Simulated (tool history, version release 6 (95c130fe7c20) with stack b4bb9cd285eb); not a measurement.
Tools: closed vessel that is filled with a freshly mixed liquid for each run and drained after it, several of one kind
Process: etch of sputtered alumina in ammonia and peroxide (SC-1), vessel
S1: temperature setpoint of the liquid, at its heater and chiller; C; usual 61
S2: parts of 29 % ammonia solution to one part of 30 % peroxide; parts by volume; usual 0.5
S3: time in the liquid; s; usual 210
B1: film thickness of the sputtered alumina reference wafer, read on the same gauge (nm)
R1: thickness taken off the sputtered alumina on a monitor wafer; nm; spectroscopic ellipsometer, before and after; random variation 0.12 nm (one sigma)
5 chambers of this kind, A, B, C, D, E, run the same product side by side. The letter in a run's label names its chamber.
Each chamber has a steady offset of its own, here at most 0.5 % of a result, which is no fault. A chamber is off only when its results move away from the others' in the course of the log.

run 1B hour=6.3 | S1=61 S2=0.5 S3=210 | B1=60.017 | R1=16.407
run 2E hour=9.7 | S1=61 S2=0.5 S3=210 | B1=60.011 | R1=16.394
run 3D hour=15.5 | S1=61 S2=0.5 S3=210 | B1=59.989 | R1=16.341
run 4C hour=18.9 | S1=61 S2=0.5 S3=210 | B1=59.993 | R1=16.592
run 5A hour=23.9 | S1=61 S2=0.5 S3=130 | B1=60.001 | R1=10.267
run 6E hour=30.4 | S1=61 S2=0.5 S3=130 | B1=60.015 | R1=10.221
run 7B hour=36.9 | S1=61 S2=0.5 S3=130 | B1=59.993 | R1=10.144
run 8D hour=40.6 | S1=61 S2=0.5 S3=130 | B1=59.990 | R1=10.336
run 9A hour=44.6 | S1=61 S2=0.5 S3=130 | B1=60.003 | R1=10.305
run 10C hour=49.8 | S1=61 S2=0.5 S3=210 | B1=60.001 | R1=16.687
run 11C hour=53.7 | S1=61 S2=0.5 S3=210 | B1=60.002 | R1=16.767
run 12A hour=59.5 | S1=61 S2=0.5 S3=210 | B1=59.990 | R1=16.576
run 13B hour=64.0 | S1=61 S2=0.5 S3=210 | B1=60.020 | R1=16.313
run 14E hour=69.3 | S1=61 S2=0.5 S3=210 | B1=60.007 | R1=16.560
run 15D hour=74.8 | S1=61 S2=0.5 S3=210 | B1=60.007 | R1=16.397
run 16B hour=79.7 | S1=61 S2=0.5 S3=210 | B1=60.004 | R1=16.618
run 17C hour=86.4 | S1=61 S2=0.5 S3=210 | B1=59.999 | R1=16.555
run 18A hour=92.5 | S1=61 S2=0.5 S3=210 | B1=59.997 | R1=16.182
run 19E hour=97.8 | S1=61 S2=0.5 S3=210 | B1=59.996 | R1=16.617
run 20D hour=101.8 | S1=61 S2=0.5 S3=210 | B1=59.987 | R1=15.893
-- hour=103.5 chamber A: thermometer replaced
run 21A hour=106.1 | S1=61 S2=0.5 S3=210 | B1=60.000 | R1=16.564
-- hour=107.2 chamber C: new drum of ammonia solution connected
run 22D hour=110.6 | S1=61 S2=0.5 S3=210 | B1=59.998 | R1=15.914
run 23B hour=115.2 | S1=61 S2=0.5 S3=210 | B1=60.009 | R1=16.398
run 24C hour=120.9 | S1=61 S2=0.5 S3=210 | B1=60.015 | R1=16.414
run 25E hour=124.2 | S1=61 S2=0.5 S3=210 | B1=59.997 | R1=16.537
run 26D hour=130.4 | S1=61 S2=0.5 S3=210 | B1=60.002 | R1=15.287
-- hour=130.5 chamber D: ammonia flow meter replaced
run 27E hour=134.1 | S1=61 S2=0.6 S3=260 | B1=59.994 | R1=20.957
run 28C hour=140.2 | S1=61 S2=0.6 S3=260 | B1=60.017 | R1=21.042
-- hour=143.7 chamber E: thermometer replaced
run 29B hour=146.8 | S1=61 S2=0.6 S3=260 | B1=59.990 | R1=20.728
run 30A hour=150.2 | S1=61 S2=0.6 S3=260 | B1=60.003 | R1=20.746
run 31A hour=156.7 | S1=61 S2=0.6 S3=260 | B1=59.988 | R1=20.580
run 32B hour=160.4 | S1=61 S2=0.5 S3=210 | B1=59.989 | R1=16.305
run 33D hour=165.1 | S1=61 S2=0.5 S3=210 | B1=59.998 | R1=14.927
run 34C hour=170.8 | S1=61 S2=0.5 S3=210 | B1=59.998 | R1=16.366
run 35E hour=173.9 | S1=61 S2=0.5 S3=210 | B1=60.021 | R1=16.332

What goes on in this fleet: one chamber off, a drifting gauge, or nothing beyond the chambers' own small offsets? Name the chamber and the cause, if any.

Chamber D drifts away from the others.
Cause: liquid colder than its thermometer reads (K) = 2.07.

Here are 4 candidates for chamber D's next run, each the usual settings with a change, their results left as question marks. Which one brings its results back in line with what the others give on the usual settings?
In line means no further than this from the other chambers' mean on the usual settings: R1 0.440 nm
run 36D-1 hour=178.7 | S1=62.5 S2=0.5 S3=230 | R1=?
run 36D-2 hour=178.7 | S1=61.0 S2=0.5 S3=235 | R1=?
run 36D-3 hour=178.7 | S1=61.0 S2=0.5 S3=190 | R1=?
run 36D-4 hour=178.7 | S1=59.5 S2=0.5 S3=190 | R1=?

The other chambers' mean on the usual settings: R1 16.493 nm
run=36D-1 R1=17.538
run=36D-2 R1=16.589
run=36D-3 R1=13.412
run=36D-4 R1=12.407
36D-2 brings the chamber back in line.
